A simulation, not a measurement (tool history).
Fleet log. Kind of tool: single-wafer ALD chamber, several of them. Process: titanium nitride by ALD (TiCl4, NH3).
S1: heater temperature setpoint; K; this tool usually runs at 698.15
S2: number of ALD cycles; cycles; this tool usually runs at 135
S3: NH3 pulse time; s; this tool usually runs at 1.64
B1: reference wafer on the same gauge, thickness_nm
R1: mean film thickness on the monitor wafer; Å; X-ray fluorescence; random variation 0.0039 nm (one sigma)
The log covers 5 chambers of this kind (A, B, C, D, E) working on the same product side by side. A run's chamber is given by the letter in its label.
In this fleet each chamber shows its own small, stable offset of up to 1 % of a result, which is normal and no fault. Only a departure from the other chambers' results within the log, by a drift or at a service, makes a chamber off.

{"run": "1C", "hour": 6.7, "S1": 698.15, "S2": 135, "S3": 1.64, "B1": 2.9416, "R1": 29.848}
{"run": "2E", "hour": 13.3, "S1": 698.15, "S2": 135, "S3": 1.64, "B1": 2.9409, "R1": 29.863}
{"run": "3B", "hour": 19.6, "S1": 698.15, "S2": 135, "S3": 1.64, "B1": 2.943, "R1": 29.939}
{"run": "4D", "hour": 23.9, "S1": 698.15, "S2": 135, "S3": 1.64, "B1": 2.9416, "R1": 30.243}
{"run": "5A", "hour": 31.1, "S1": 698.15, "S2": 135, "S3": 1.64, "B1": 2.9418, "R1": 29.843}
{"run": "6A", "hour": 37.8, "S1": 698.15, "S2": 135, "S3": 1.64, "B1": 2.9442, "R1": 29.844}
{"run": "7C", "hour": 44.3, "S1": 698.15, "S2": 135, "S3": 1.64, "B1": 2.9445, "R1": 29.892}
{"run": "8B", "hour": 51.1, "S1": 698.15, "S2": 135, "S3": 1.64, "B1": 2.9434, "R1": 29.994}
{"run": "9E", "hour": 57.7, "S1": 698.15, "S2": 113, "S3": 1.64, "B1": 2.945, "R1": 25.082}
{"run": "10D", "hour": 61.0, "S1": 698.15, "S2": 113, "S3": 1.64, "B1": 2.945, "R1": 25.289}
{"run": "11A", "hour": 65.0, "S1": 698.15, "S2": 113, "S3": 1.64, "B1": 2.9453, "R1": 24.947}
{"run": "12B", "hour": 71.6, "S1": 698.15, "S2": 113, "S3": 1.64, "B1": 2.9454, "R1": 25.139}
{"run": "13E", "hour": 76.3, "S1": 698.15, "S2": 113, "S3": 1.64, "B1": 2.9456, "R1": 25.021}
{"run": "14D", "hour": 80.2, "S1": 698.15, "S2": 153, "S3": 1.32, "B1": 2.9469, "R1": 34.063}
{"run": "15C", "hour": 84.3, "S1": 698.15, "S2": 153, "S3": 1.32, "B1": 2.9464, "R1": 33.697}
{"run": "16C", "hour": 91.6, "S1": 698.15, "S2": 153, "S3": 1.32, "B1": 2.9462, "R1": 33.661}
{"run": "17B", "hour": 98.4, "S1": 698.15, "S2": 153, "S3": 1.32, "B1": 2.948, "R1": 33.788}
{"hour": 99.9, "done": "chamber B: thermocouple changed; heater temperature recalibrated"}
{"run": "18A", "hour": 103.5, "S1": 698.15, "S2": 153, "S3": 1.32, "B1": 2.9484, "R1": 33.575}
{"hour": 104.1, "done": "chamber A: thermocouple changed; heater temperature recalibrated"}
{"run": "19D", "hour": 109.9, "S1": 698.15, "S2": 135, "S3": 1.64, "B1": 2.9484, "R1": 30.249}
{"run": "20E", "hour": 114.6, "S1": 698.15, "S2": 135, "S3": 1.64, "B1": 2.9494, "R1": 29.963}
{"run": "21A", "hour": 119.5, "S1": 687.15, "S2": 135, "S3": 1.64, "B1": 2.9501, "R1": 29.769}
{"run": "22E", "hour": 123.5, "S1": 687.15, "S2": 135, "S3": 1.64, "B1": 2.9494, "R1": 29.892}
{"run": "23C", "hour": 130.1, "S1": 687.15, "S2": 135, "S3": 1.64, "B1": 2.9498, "R1": 29.78}
{"run": "24D", "hour": 137.2, "S1": 687.15, "S2": 135, "S3": 1.64, "B1": 2.9512, "R1": 30.135}
{"run": "25B", "hour": 140.7, "S1": 687.15, "S2": 135, "S3": 1.64, "B1": 2.9508, "R1": 29.914}
{"run": "26A", "hour": 147.3, "S1": 698.15, "S2": 135, "S3": 2.22, "B1": 2.9515, "R1": 30.189}
{"run": "27E", "hour": 151.6, "S1": 698.15, "S2": 135, "S3": 2.22, "B1": 2.9516, "R1": 30.293}
{"run": "28D", "hour": 158.0, "S1": 698.15, "S2": 135, "S3": 2.22, "B1": 2.9524, "R1": 30.535}
{"run": "29C", "hour": 161.3, "S1": 698.15, "S2": 135, "S3": 2.22, "B1": 2.9537, "R1": 30.185}
{"run": "30B", "hour": 165.9, "S1": 698.15, "S2": 135, "S3": 2.22, "B1": 2.9521, "R1": 30.397}
{"run": "31B", "hour": 171.6, "S1": 698.15, "S2": 135, "S3": 1.64, "B1": 2.9528, "R1": 30.006}
{"run": "32D", "hour": 175.0, "S1": 698.15, "S2": 135, "S3": 1.64, "B1": 2.9524, "R1": 30.372}
{"run": "33C", "hour": 180.8, "S1": 698.15, "S2": 135, "S3": 1.64, "B1": 2.9545, "R1": 30.025}
{"run": "34E", "hour": 186.3, "S1": 698.15, "S2": 135, "S3": 1.64, "B1": 2.954, "R1": 29.985}
{"run": "35A", "hour": 191.2, "S1": 698.15, "S2": 135, "S3": 2.18, "B1": 2.9543, "R1": 30.164}
{"run": "36D", "hour": 196.0, "S1": 698.15, "S2": 135, "S3": 2.18, "B1": 2.9555, "R1": 30.528}
{"run": "37E", "hour": 202.4, "S1": 698.15, "S2": 135, "S3": 2.18, "B1": 2.9554, "R1": 30.267}

Has any chamber moved away from the others, gradually or after a service, or does the common gauge drift, or do the chambers differ only by their own small steady offsets? State the chamber and the most likely cause if one applies.

The shared gauge is drifting. All chambers look as if they move in step, but none is off.
Most likely cause: gauge reads high (%) = 0.542.
